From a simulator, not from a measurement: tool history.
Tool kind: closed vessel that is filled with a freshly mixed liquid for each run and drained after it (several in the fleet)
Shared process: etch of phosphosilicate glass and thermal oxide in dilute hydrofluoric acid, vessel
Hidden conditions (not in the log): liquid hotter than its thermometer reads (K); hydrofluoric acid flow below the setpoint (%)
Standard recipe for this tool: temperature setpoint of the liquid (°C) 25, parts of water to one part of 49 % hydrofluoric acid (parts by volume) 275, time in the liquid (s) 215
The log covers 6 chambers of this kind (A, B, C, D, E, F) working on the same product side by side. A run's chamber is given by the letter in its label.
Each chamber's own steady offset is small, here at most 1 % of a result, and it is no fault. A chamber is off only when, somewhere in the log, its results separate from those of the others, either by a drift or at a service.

run   hour  temperature setpoint of the liquid (°C)  parts of water to one part of 49 % hydrofluoric acid (parts by volume)  time in the liquid (s)  hours since the thermometer was replaced  hours since the hydrofluoric acid flow meter was replaced  read-back film thickness of the phosphosilicate glass reference wafer, read on the same gauge (nm)  read-back film thickness of the thermal oxide reference wafer, read on the same gauge (nm)  thickness taken off the phosphosilicate glass on a monitor wafer (nm)  thickness taken off the thermal oxide on a monitor wafer (nm)
 1B    3.9                                       25                                                                     275                     215                                    1499.5                                                      114.7                                                                                              129.97                                                                                      89.983                                                                 39.994                                                         3.1303
 2A   11.7                                       25                                                                     275                     215                                     138.5                                                      468.4                                                                                              130.03                                                                                      90.041                                                                 40.191                                                         3.1011
 3C   18.3                                       25                                                                     275                     215                                    1448.8                                                      602.9                                                                                              130.01                                                                                      89.937                                                                  39.97                                                         3.0258
 4E   22.9                                       25                                                                     275                     215                                     216.5                                                      206.8                                                                                              130.01                                                                                      90.007                                                                 40.092                                                         3.0966
 5D   27.7                                       25                                                                     275                     215                                     834.6                                                      115.9                                                                                              130.03                                                                                      90.007                                                                 40.015                                                         3.0788
 6F   31.6                                       25                                                                     275                     215                                     692.2                                                      309.9                                                                                              130.01                                                                                      89.958                                                                 40.723                                                         3.0284
 7C   35.1                                       25                                                                     210                      90                                    1465.6                                                      619.7                                                                                              130.04                                                                                      89.997                                                                 23.467                                                         1.8102
 8D   42.8                                       25                                                                     210                      90                                     849.7                                                        131                                                                                              130.02                                                                                      89.975                                                                 23.602                                                         1.8142
 9A   48.8                                       25                                                                     210                      90                                     175.6                                                      505.5                                                                                              129.98                                                                                      89.996                                                                   23.8                                                         1.8234
10E   55.9                                       25                                                                     210                      90                                     249.5                                                      239.8                                                                                              129.98                                                                                       90.02                                                                 23.618                                                         1.8368
      61.2  -- chamber D: thermometer replaced
11F   61.3                                       25                                                                     210                      90                                     721.9                                                      339.6                                                                                              129.99                                                                                      90.043                                                                 23.736                                                         1.7938
12B   66.6                                       25                                                                     210                      90                                    1562.2                                                      177.4                                                                                              130.01                                                                                      90.002                                                                 23.108                                                         1.7874
13E   70.4                                       25                                                                     275                     215                                       264                                                      254.3                                                                                              129.99                                                                                       89.99                                                                 39.722                                                         3.0888
14C   76.8                                       25                                                                     275                     215                                    1507.3                                                      661.4                                                                                              129.98                                                                                      90.031                                                                 39.707                                                         3.0745
15D     81                                       25                                                                     275                     215                                      19.9                                                      169.2                                                                                                 130                                                                                      90.013                                                                 39.976                                                         3.0616
16A   88.4                                     23.5                                                                     275                     120                                     215.2                                                      545.1                                                                                                 130                                                                                      89.984                                                                 21.226                                                         1.6305
17B   94.8                                     23.5                                                                     275                     120                                    1590.4                                                      205.6                                                                                              129.97                                                                                      89.984                                                                 21.138                                                         1.6148
18F   98.5                                     23.5                                                                     275                     120                                     759.1                                                      376.8                                                                                              130.01                                                                                      89.976                                                                 21.474                                                         1.6284
19B  105.4                                     23.5                                                                     275                     120                                      1601                                                      216.2                                                                                              129.99                                                                                      89.986                                                                  20.57                                                         1.5926
20F  111.3                                     23.5                                                                     275                     120                                     771.9                                                      389.6                                                                                              129.99                                                                                      89.985                                                                 21.119                                                         1.6056
21D  117.4                                     23.5                                                                     275                     120                                      56.3                                                      205.6                                                                                                 130                                                                                      89.953                                                                 21.268                                                         1.6176
22A  123.9                                       25                                                                     275                     215                                     250.7                                                      580.6                                                                                              130.01                                                                                      89.999                                                                 40.235                                                         3.0806
23C  131.1                                       25                                                                     275                     215                                    1561.6                                                      715.7                                                                                              130.03                                                                                      90.064                                                                 40.607                                                          3.101
24E  135.9                                       25                                                                     275                     215                                     329.5                                                      319.8                                                                                              130.01                                                                                      89.939                                                                 39.698                                                         3.1382
25C  141.2                                       21                                                                     190                     215                                    1571.7                                                      725.8                                                                                              129.97                                                                                      89.955                                                                 54.743                                                         4.2291
26E  146.1                                       21                                                                     190                     215                                     339.7                                                        330                                                                                                 130                                                                                      90.012                                                                 55.776                                                          4.205
27F  151.2                                       21                                                                     190                     215                                     811.8                                                      429.5                                                                                              130.01                                                                                      90.069                                                                 54.907                                                         4.1735
28A  157.9                                       21                                                                     190                     215                                     284.7                                                      614.6                                                                                              130.01                                                                                      89.997                                                                     55                                                         4.1788
29D    164                                       21                                                                     190                     215                                     102.9                                                      252.2                                                                                              129.99                                                                                      90.002                                                                  55.96                                                           4.24
30B  170.2                                       21                                                                     190                     215                                    1665.8                                                        281                                                                                              129.99                                                                                      90.009                                                                 52.402                                                         4.0127
31C  174.5                                       25                                                                     275                     215                                      1605                                                      759.1                                                                                                 130                                                                                      89.981                                                                 40.348                                                         3.0766
32A  179.8                                       25                                                                     275                     215                                     306.6                                                      636.5                                                                                              129.99                                                                                      89.981                                                                 40.459                                                         3.0958
33B  184.7                                       25                                                                     275                     215                                    1680.3                                                      295.5                                                                                              129.98                                                                                      89.998                                                                 38.736                                                         2.9407
34F  191.1                                       25                                                                     275                     215                                     851.7                                                      469.4                                                                                              130.02                                                                                      89.975                                                                 41.052                                                         3.0631
35D  196.8                                       25                                                                     160                     215                                     135.7                                                        285                                                                                                 130                                                                                      90.025                                                                 79.579                                                         6.0653
36E  201.2                                       25                                                                     160                     215                                     394.8                                                      385.1                                                                                              130.01                                                                                      89.988                                                                 78.177                                                         6.0918
37F  205.1                                       25                                                                     160                     215                                     865.7                                                      483.4                                                                                              130.01                                                                                      89.947                                                                 78.179                                                         5.9698
38E  213.1                                       25                                                                     160                     215                                     406.7                                                        397                                                                                              129.99                                                                                      90.005                                                                  78.88                                                          6.103
39C  220.7                                       25                                                                     160                     215                                    1651.2                                                      805.3                                                                                              130.02                                                                                      89.974                                                                 78.815                                                         5.9724
40B  228.4                                       25                                                                     160                     215                                      1724                                                      339.2                                                                                              130.01                                                                                      90.005                                                                 73.113                                                         5.5806
41D  235.1                                       25                                                                     275                     215                                       174                                                      323.3                                                                                              130.01                                                                                       90.05                                                                 39.946                                                         3.0585

Is one chamber out of step, is the gauge drifting, or do the chambers differ by no more than their own small offsets? For an off chamber, give its letter and the likeliest cause.

Little by little, chamber B moves away from the other chambers.
What lies behind it: hydrofluoric acid flow below the setpoint (%) = 4.92.
The log may not separate it from: liquid colder than its thermometer reads (K).

Chamber B could run next with any of the 4 candidate recipes listed below; each alters the usual settings, and their results appear as question marks. Which one brings its results back in line with what the other chambers deliver on the usual settings?
Allowed miss from the other chambers' usual-settings mean, per result, to count as in line: thickness taken off the phosphosilicate glass on a monitor wafer (nm) 1.2; thickness taken off the thermal oxide on a monitor wafer (nm) 0.079
42B-1  240.9                                       25                                                                     260                     225                                                                                                                                                                                                                                                                                                                                                                           ?                                                              ?
42B-2  240.9                                       25                                                                     265                     220                                                                                                                                                                                                                                                                                                                                                                           ?                                                              ?
42B-3  240.9                                       25                                                                     290                     205                                                                                                                                                                                                                                                                                                                                                                           ?                                                              ?
42B-4  240.9                                       25                                                                     285                     210                                                                                                                                                                                                                                                                                                                                                                           ?                                                              ?

The other chambers' mean on the usual settings: thickness taken off the phosphosilicate glass on a monitor wafer (nm) 40.286; thickness taken off the thermal oxide on a monitor wafer (nm) 3.0744
  run  thickness taken off the phosphosilicate glass on a monitor wafer (nm)  thickness taken off the thermal oxide on a monitor wafer (nm)
42B-1                                                                 42.145                                                         3.2658
42B-2                                                                  40.23                                                         3.1174
42B-3                                                                 33.421                                                         2.5897
42B-4                                                                 35.008                                                         2.7127
It is 42B-2 that realigns the chamber with its peers.

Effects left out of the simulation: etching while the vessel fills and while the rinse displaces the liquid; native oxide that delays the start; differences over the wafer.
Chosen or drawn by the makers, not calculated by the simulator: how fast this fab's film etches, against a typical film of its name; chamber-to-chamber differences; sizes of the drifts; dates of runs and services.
